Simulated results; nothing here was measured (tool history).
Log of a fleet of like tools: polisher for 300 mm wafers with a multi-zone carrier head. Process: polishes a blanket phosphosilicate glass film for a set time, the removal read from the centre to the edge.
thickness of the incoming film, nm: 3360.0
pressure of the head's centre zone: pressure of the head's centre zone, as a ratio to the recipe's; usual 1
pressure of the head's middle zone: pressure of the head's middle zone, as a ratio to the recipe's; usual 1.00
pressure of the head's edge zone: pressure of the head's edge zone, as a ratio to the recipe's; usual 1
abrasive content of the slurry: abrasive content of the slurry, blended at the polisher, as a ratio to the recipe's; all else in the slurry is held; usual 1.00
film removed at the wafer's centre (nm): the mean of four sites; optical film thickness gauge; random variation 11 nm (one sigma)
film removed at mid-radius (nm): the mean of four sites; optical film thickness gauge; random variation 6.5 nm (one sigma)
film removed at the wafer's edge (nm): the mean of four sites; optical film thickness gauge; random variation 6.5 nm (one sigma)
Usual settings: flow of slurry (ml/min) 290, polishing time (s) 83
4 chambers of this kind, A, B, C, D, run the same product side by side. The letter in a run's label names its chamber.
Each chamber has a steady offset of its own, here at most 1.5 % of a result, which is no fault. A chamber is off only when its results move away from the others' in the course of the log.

| run | day | flow of slurry (ml/min) | pressure of the head's centre zone | pressure of the head's middle zone | pressure of the head's edge zone | abrasive content of the slurry | polishing time (s) | wafers polished on this pad | hours since the slurry nozzle was cleaned | hours since the centre zone pressure was calibrated | hours since the edge zone pressure was calibrated | film removed at the wafer's centre (nm) | film removed at mid-radius (nm) | film removed at the wafer's edge (nm) |
|---|---|---|---|---|---|---|---|---|---|---|---|---|---|---|
| 1A | 0.258 | 290 | 1 | 1.00 | 1 | 1.00 | 83 | 211 | 291.7 | 497.8 | 44.2 | 770.25 | 754.66 | 759.38 |
| 2D | 0.504 | 290 | 1 | 1.00 | 1 | 1.00 | 83 | 195 | 40.8 | 707.0 | 1184.3 | 747.58 | 755.70 | 743.99 |
| 3B | 0.788 | 290 | 1 | 1.00 | 1 | 1.00 | 83 | 384 | 232.0 | 401.7 | 75.1 | 761.04 | 745.00 | 749.75 |
| 4C | 1.050 | 290 | 1 | 1.00 | 1 | 1.00 | 83 | 609 | 97.7 | 1266.2 | 191.3 | 747.43 | 750.90 | 746.46 |
| 5B | 1.233 | 290 | 1 | 1.00 | 1 | 1.00 | 83 | 477 | 242.7 | 412.4 | 85.8 | 769.22 | 747.28 | 754.90 |
| 6A | 1.396 | 290 | 1 | 0.94 | 1 | 1.00 | 83 | 448 | 319.0 | 525.1 | 71.5 | 765.94 | 712.94 | 757.17 |
| 7D | 1.721 | 290 | 1 | 0.94 | 1 | 1.00 | 83 | 449 | 70.0 | 736.2 | 1213.5 | 760.19 | 718.14 | 755.04 |
| 8C | 1.896 | 290 | 1 | 0.94 | 1 | 1.00 | 83 | 786 | 118.0 | 1286.5 | 211.6 | 735.12 | 723.15 | 756.00 |
| 9A | 2.062 | 290 | 1 | 0.94 | 1 | 1.00 | 83 | 587 | 335.0 | 541.1 | 87.5 | 747.49 | 708.93 | 748.94 |
| 10B | 2.221 | 290 | 1 | 1.10 | 1 | 1.00 | 83 | 682 | 266.4 | 436.1 | 109.5 | 752.96 | 819.93 | 755.69 |
| 11C | 2.367 | 290 | 1 | 1.10 | 1 | 1.00 | 83 | 884 | 129.3 | 1297.8 | 222.9 | 741.12 | 826.71 | 736.58 |
|  | 2.404 | chamber B: slurry nozzle cleaned |
| 12D | 2.667 | 290 | 1 | 1.10 | 1 | 1.00 | 83 | 646 | 92.7 | 758.9 | 1236.2 | 739.98 | 833.76 | 745.23 |
| 13A | 2.900 | 290 | 1 | 1.10 | 1 | 1.00 | 83 | 761 | 355.1 | 561.2 | 107.6 | 743.20 | 819.10 | 749.46 |
| 14B | 3.083 | 290 | 1 | 1.00 | 1 | 1.00 | 83 | 862 | 16.4 | 456.8 | 130.2 | 751.95 | 751.38 | 757.46 |
|  | 3.288 | chamber A: worn pad replaced by a new one |
| 15C | 3.288 | 290 | 1 | 1.00 | 1 | 1.00 | 83 | 1076 | 151.4 | 1319.9 | 245.0 | 750.80 | 748.70 | 736.82 |
| 16D | 3.492 | 290 | 1 | 1.00 | 1 | 1.00 | 83 | 818 | 112.5 | 778.7 | 1256.0 | 736.43 | 754.33 | 738.22 |
| 17A | 3.758 | 290 | 1 | 1.00 | 1 | 1.00 | 83 | 98 | 375.7 | 581.8 | 128.2 | 755.92 | 761.06 | 749.73 |
| 18C | 3.996 | 290 | 1 | 1.00 | 1 | 1.00 | 83 | 1223 | 168.4 | 1336.9 | 262.0 | 737.35 | 733.35 | 731.56 |
|  | 4.075 | chamber C: centre zone pressure recalibrated |
|  | 4.133 | chamber D: edge zone pressure recalibrated |
| 19D | 4.204 | 290 | 1 | 1.00 | 1 | 1.00 | 83 | 966 | 129.6 | 795.8 | 1.8 | 742.64 | 753.73 | 739.18 |
| 20B | 4.454 | 255 | 1 | 1.00 | 1 | 1.00 | 55 | 1148 | 49.3 | 489.7 | 163.1 | 496.37 | 490.45 | 494.08 |
| 21A | 4.738 | 255 | 1 | 1.00 | 1 | 1.00 | 55 | 302 | 399.2 | 605.3 | 151.7 | 506.19 | 484.58 | 498.95 |
| 22B | 4.917 | 255 | 1 | 1.00 | 1 | 1.00 | 55 | 1244 | 60.4 | 500.8 | 174.2 | 491.13 | 482.05 | 493.32 |
|  | 5.108 | chamber B: worn pad replaced by a new one |
|  | 5.208 | chamber D: worn pad replaced by a new one |
| 23D | 5.229 | 255 | 1 | 1.00 | 1 | 1.00 | 55 | 4 | 154.2 | 820.4 | 26.4 | 484.34 | 491.92 | 489.85 |
|  | 5.333 | chamber C: slurry nozzle cleaned |
| 24C | 5.483 | 290 | 1 | 1.00 | 1 | 1.00 | 83 | 1533 | 3.7 | 33.9 | 297.7 | 720.31 | 727.45 | 717.38 |
| 25B | 5.679 | 290 | 1 | 1.00 | 1 | 1.00 | 83 | 119 | 78.7 | 519.1 | 192.5 | 753.04 | 745.94 | 760.85 |
| 26A | 5.979 | 290 | 1 | 1.00 | 1 | 1.00 | 83 | 561 | 429.0 | 635.1 | 181.5 | 770.56 | 745.59 | 754.54 |
| 27D | 6.154 | 290 | 1 | 1.00 | 1 | 1.00 | 83 | 197 | 176.4 | 842.6 | 48.6 | 750.25 | 755.39 | 754.49 |
| 28C | 6.304 | 290 | 1 | 1.00 | 1 | 1.00 | 83 | 1704 | 23.4 | 53.6 | 317.4 | 708.21 | 713.15 | 702.65 |
| 29B | 6.579 | 290 | 1 | 1.00 | 1 | 1.00 | 83 | 307 | 100.3 | 540.7 | 214.1 | 752.54 | 750.38 | 757.19 |
| 30D | 6.858 | 290 | 1 | 1.00 | 1 | 1.00 | 83 | 344 | 193.3 | 859.5 | 65.5 | 745.90 | 766.49 | 743.59 |
| 31C | 7.133 | 290 | 1 | 1.09 | 1 | 0.75 | 83 | 1877 | 43.3 | 73.5 | 337.3 | 601.67 | 664.82 | 609.13 |
| 32A | 7.471 | 290 | 1 | 1.09 | 1 | 0.75 | 83 | 872 | 464.8 | 670.9 | 217.3 | 654.83 | 712.68 | 644.97 |
|  | 7.646 | chamber A: worn pad replaced by a new one |
| 33C | 7.758 | 290 | 1 | 1.09 | 1 | 0.75 | 83 | 2007 | 58.3 | 88.5 | 352.3 | 599.74 | 666.90 | 610.39 |
| 34B | 7.996 | 290 | 1 | 1.09 | 1 | 0.75 | 83 | 602 | 134.3 | 574.7 | 248.1 | 646.00 | 685.40 | 653.41 |
| 35D | 8.175 | 290 | 1 | 1.00 | 1 | 1.00 | 83 | 618 | 224.9 | 891.1 | 97.1 | 734.05 | 758.46 | 741.81 |
| 36A | 8.379 | 290 | 1 | 1.00 | 1 | 1.00 | 83 | 153 | 486.6 | 692.7 | 239.1 | 779.25 | 757.67 | 766.87 |
| 37D | 8.612 | 290 | 1 | 1.00 | 1 | 1.00 | 83 | 709 | 235.4 | 901.6 | 107.6 | 754.97 | 751.18 | 741.95 |
|  | 8.662 | chamber D: centre zone pressure recalibrated |
| 38C | 8.817 | 290 | 1 | 1.00 | 1 | 1.00 | 83 | 2228 | 83.7 | 113.9 | 377.7 | 720.33 | 699.70 | 691.32 |
| 39A | 9.142 | 290 | 1 | 1.00 | 1 | 1.00 | 83 | 312 | 504.9 | 711.0 | 257.4 | 758.53 | 753.70 | 760.18 |
| 40B | 9.475 | 290 | 1 | 1.00 | 1 | 1.00 | 83 | 910 | 169.8 | 610.2 | 283.6 | 768.42 | 746.93 | 748.50 |
| 41C | 9.688 | 290 | 1 | 1.00 | 1 | 1.00 | 83 | 2409 | 104.6 | 134.8 | 398.6 | 677.97 | 684.44 | 685.06 |
| 42D | 9.896 | 290 | 1 | 1.00 | 1 | 1.00 | 83 | 977 | 266.2 | 29.7 | 138.4 | 738.60 | 757.04 | 746.57 |

Is one chamber off against the others, does the gauge drift, or is nothing wrong? If a chamber is off, say which, and what the likeliest cause is.

Chamber C drifts away from the others.
Cause: removal rate lost through wear of the pad, % = 9.9.

Here are 4 candidates for chamber C's next run, each the usual settings with a change, their results left as question marks. Which one brings its results back in line with what the others give on the usual settings?
In line means no further than this from the other chambers' mean on the usual settings: film removed at the wafer's centre (nm) 37.00; film removed at mid-radius (nm) 23.00; film removed at the wafer's edge (nm) 23.00
| 43C-1 | 10.138 | 285 | 1 | 1.01 | 0.98 | 0.95 | 68 |  |  |  |  | ? | ? | ? |
| 43C-2 | 10.138 | 295 | 1 | 0.99 | 1.02 | 1.05 | 101 |  |  |  |  | ? | ? | ? |
| 43C-3 | 10.138 | 290 | 1 | 0.99 | 1.01 | 1.05 | 90 |  |  |  |  | ? | ? | ? |
| 43C-4 | 10.138 | 290 | 1 | 1.01 | 0.99 | 0.95 | 76 |  |  |  |  | ? | ? | ? |

The other chambers' mean on the usual settings: film removed at the wafer's centre (nm) 753.41; film removed at mid-radius (nm) 753.33; film removed at the wafer's edge (nm) 750.87
| run | film removed at the wafer's centre (nm) | film removed at mid-radius (nm) | film removed at the wafer's edge (nm) |
|---|---|---|---|
| 43C-1 | 543.28 | 551.96 | 535.93 |
| 43C-2 | 847.45 | 845.23 | 853.29 |
| 43C-3 | 753.75 | 751.93 | 755.41 |
| 43C-4 | 608.36 | 617.96 | 602.99 |
43C-3 brings the chamber back in line.

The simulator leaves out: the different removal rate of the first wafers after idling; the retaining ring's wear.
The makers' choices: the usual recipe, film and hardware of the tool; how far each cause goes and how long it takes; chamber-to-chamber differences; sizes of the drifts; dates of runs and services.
